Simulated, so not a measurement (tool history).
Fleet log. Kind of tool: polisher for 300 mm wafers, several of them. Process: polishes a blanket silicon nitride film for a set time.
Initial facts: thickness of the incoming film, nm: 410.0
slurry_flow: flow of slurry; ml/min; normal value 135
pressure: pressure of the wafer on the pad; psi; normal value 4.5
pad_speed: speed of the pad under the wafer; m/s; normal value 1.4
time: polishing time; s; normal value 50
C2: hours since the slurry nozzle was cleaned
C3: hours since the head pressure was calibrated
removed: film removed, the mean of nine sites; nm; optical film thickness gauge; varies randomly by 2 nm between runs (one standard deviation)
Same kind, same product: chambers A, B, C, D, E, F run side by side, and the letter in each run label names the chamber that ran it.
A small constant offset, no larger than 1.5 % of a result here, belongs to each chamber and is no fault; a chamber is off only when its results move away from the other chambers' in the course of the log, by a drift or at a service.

Run 1E, hour 2.8: usual settings; wafers polished on this pad 229; C2 167.9; C3 943.7. Result: removed 140.71 nm.
Run 2B, hour 5.8: usual settings; wafers polished on this pad 552; C2 166.7; C3 705.7. Result: removed 135.53 nm.
Run 3C, hour 8.4: usual settings; wafers polished on this pad 723; C2 587.4; C3 337.6. Result: removed 135.66 nm.
At hour 10: chamber D: worn pad replaced by a new one.
Run 4F, hour 12.4: usual settings; wafers polished on this pad 356; C2 502.2; C3 365.2. Result: removed 142.68 nm.
Run 5D, hour 16.2: usual settings; wafers polished on this pad 42; C2 20; C3 1406.6. Result: removed 139 nm.
Run 6A, hour 20.2: usual settings; wafers polished on this pad 176; C2 284.6; C3 339.1. Result: removed 139.69 nm.
Run 7C, hour 22.4: usual settings but slurry_flow 90 ml/min; wafers polished on this pad 818; C2 601.4; C3 351.6. Result: removed 126.56 nm.
Run 8E, hour 25.8: usual settings but slurry_flow 90 ml/min; wafers polished on this pad 385; C2 190.9; C3 966.7. Result: removed 129.36 nm.
Run 9D, hour 29.1: usual settings but slurry_flow 90 ml/min; wafers polished on this pad 130; C2 32.9; C3 1419.5. Result: removed 127.17 nm.
Run 10B, hour 33.1: usual settings but slurry_flow 90 ml/min; wafers polished on this pad 737; C2 194; C3 733. Result: removed 124.48 nm.
Run 11F, hour 35.2: usual settings but slurry_flow 90 ml/min; wafers polished on this pad 511; C2 525; C3 388. Result: removed 128.3 nm.
At hour 37.6: chamber B: worn pad replaced by a new one.
Run 12A, hour 39.1: usual settings but slurry_flow 90 ml/min; wafers polished on this pad 304; C2 303.5; C3 358. Result: removed 124.57 nm.
Run 13C, hour 41.2: usual settings; wafers polished on this pad 945; C2 620.2; C3 370.4. Result: removed 137.09 nm.
Run 14E, hour 43.7: usual settings but pad_speed 1.02 m/s, time 36 s; wafers polished on this pad 506; C2 208.8; C3 984.6. Result: removed 80.121 nm.
At hour 46.2: chamber E: head pressure recalibrated.
Run 15D, hour 47: usual settings but pad_speed 1.02 m/s, time 36 s; wafers polished on this pad 251; C2 50.8; C3 1437.4. Result: removed 76.574 nm.
At hour 49.1: chamber D: head pressure recalibrated.
Run 16F, hour 50.1: usual settings but pad_speed 1.02 m/s, time 36 s; wafers polished on this pad 612; C2 539.9; C3 402.9. Result: removed 78.846 nm.
At hour 52.8: chamber F: worn pad replaced by a new one.
Run 17B, hour 53.2: usual settings but pad_speed 1.02 m/s, time 36 s; wafers polished on this pad 105; C2 214.1; C3 753.1. Result: removed 75.894 nm.
At hour 56.4: chamber F: head pressure recalibrated.
Run 18A, hour 57.3: usual settings but pad_speed 1.02 m/s, time 36 s; wafers polished on this pad 428; C2 321.7; C3 376.2. Result: removed 76.206 nm.
At hour 59.3: chamber F: slurry nozzle cleaned.
Run 19F, hour 60.7: usual settings but pad_speed 1.02 m/s, time 36 s; wafers polished on this pad 54; C2 1.4; C3 4.4. Result: removed 77.94 nm.
Run 20C, hour 63.6: usual settings; wafers polished on this pad 1097; C2 642.6; C3 392.8. Result: removed 134.79 nm.
Run 21A, hour 67.7: usual settings; wafers polished on this pad 498; C2 332.1; C3 386.6. Result: removed 137.31 nm.
Run 22B, hour 69.6: usual settings; wafers polished on this pad 217; C2 230.5; C3 769.5. Result: removed 137.82 nm.
Run 23E, hour 71.8: usual settings; wafers polished on this pad 697; C2 236.9; C3 25.6. Result: removed 140.28 nm.
Run 24D, hour 74.3: usual settings; wafers polished on this pad 436; C2 78.1; C3 25.3. Result: removed 135.64 nm.
Run 25B, hour 76.4: usual settings; wafers polished on this pad 263; C2 237.3; C3 776.3. Result: removed 133.45 nm.
Run 26D, hour 79.2: usual settings; wafers polished on this pad 469; C2 83; C3 30.2. Result: removed 131.38 nm.
Run 27F, hour 83.1: usual settings; wafers polished on this pad 205; C2 23.8; C3 26.8. Result: removed 133.92 nm.
Run 28A, hour 86.6: usual settings; wafers polished on this pad 627; C2 351; C3 405.5. Result: removed 137.75 nm.
Run 29E, hour 90.4: usual settings; wafers polished on this pad 823; C2 255.5; C3 44.2. Result: removed 142.62 nm.
At hour 93.3: chamber C: worn pad replaced by a new one.
Run 30C, hour 93.7: usual settings; wafers polished on this pad 3; C2 672.7; C3 422.9. Result: removed 134.41 nm.
Run 31D, hour 95.6: usual settings; wafers polished on this pad 581; C2 99.4; C3 46.6. Result: removed 135.06 nm.
Run 32B, hour 99.5: usual settings; wafers polished on this pad 419; C2 260.4; C3 799.4. Result: removed 132.6 nm.
Run 33F, hour 103.6: usual settings but pressure 3.5 psi, pad_speed 1.68 m/s; wafers polished on this pad 344; C2 44.3; C3 47.3. Result: removed 127.48 nm.
Run 34A, hour 106.3: usual settings but pressure 3.5 psi, pad_speed 1.68 m/s; wafers polished on this pad 760; C2 370.7; C3 425.2. Result: removed 122.09 nm.
Run 35C, hour 108.3: usual settings but pressure 3.5 psi, pad_speed 1.68 m/s; wafers polished on this pad 102; C2 687.3; C3 437.5. Result: removed 119.6 nm.
Run 36E, hour 111.9: usual settings but pressure 3.5 psi, pad_speed 1.68 m/s; wafers polished on this pad 969; C2 277; C3 65.7. Result: removed 123.27 nm.
Run 37A, hour 114.3: usual settings but pressure 3.5 psi, pad_speed 1.68 m/s; wafers polished on this pad 814; C2 378.7; C3 433.2. Result: removed 122.97 nm.
Run 38C, hour 118: usual settings but pressure 3.5 psi, pad_speed 1.68 m/s; wafers polished on this pad 168; C2 697; C3 447.2. Result: removed 123.3 nm.
Run 39D, hour 120: usual settings; wafers polished on this pad 746; C2 123.8; C3 71. Result: removed 134.85 nm.
Run 40F, hour 122.8: usual settings; wafers polished on this pad 475; C2 63.5; C3 66.5. Result: removed 137.91 nm.
Run 41E, hour 126.8: usual settings; wafers polished on this pad 1070; C2 291.9; C3 80.6. Result: removed 142.61 nm.
Run 42B, hour 130: usual settings; wafers polished on this pad 626; C2 290.9; C3 829.9. Result: removed 134.41 nm.

The same settings go to every chamber for the next run, one line per chamber below. Forecast the results for each:
Run 43A, hour 133: usual settings. Result: removed ?.
Run 43B, hour 133: usual settings. Result: removed ?.
Run 43C, hour 133: usual settings. Result: removed ?.
Run 43D, hour 133: usual settings. Result: removed ?.
Run 43E, hour 133: usual settings. Result: removed ?.
Run 43F, hour 133: usual settings. Result: removed ?.

run  removed
43A   134.42
43B   134.57
43C   142.16
43D   139.86
43E      137
43F   139.62
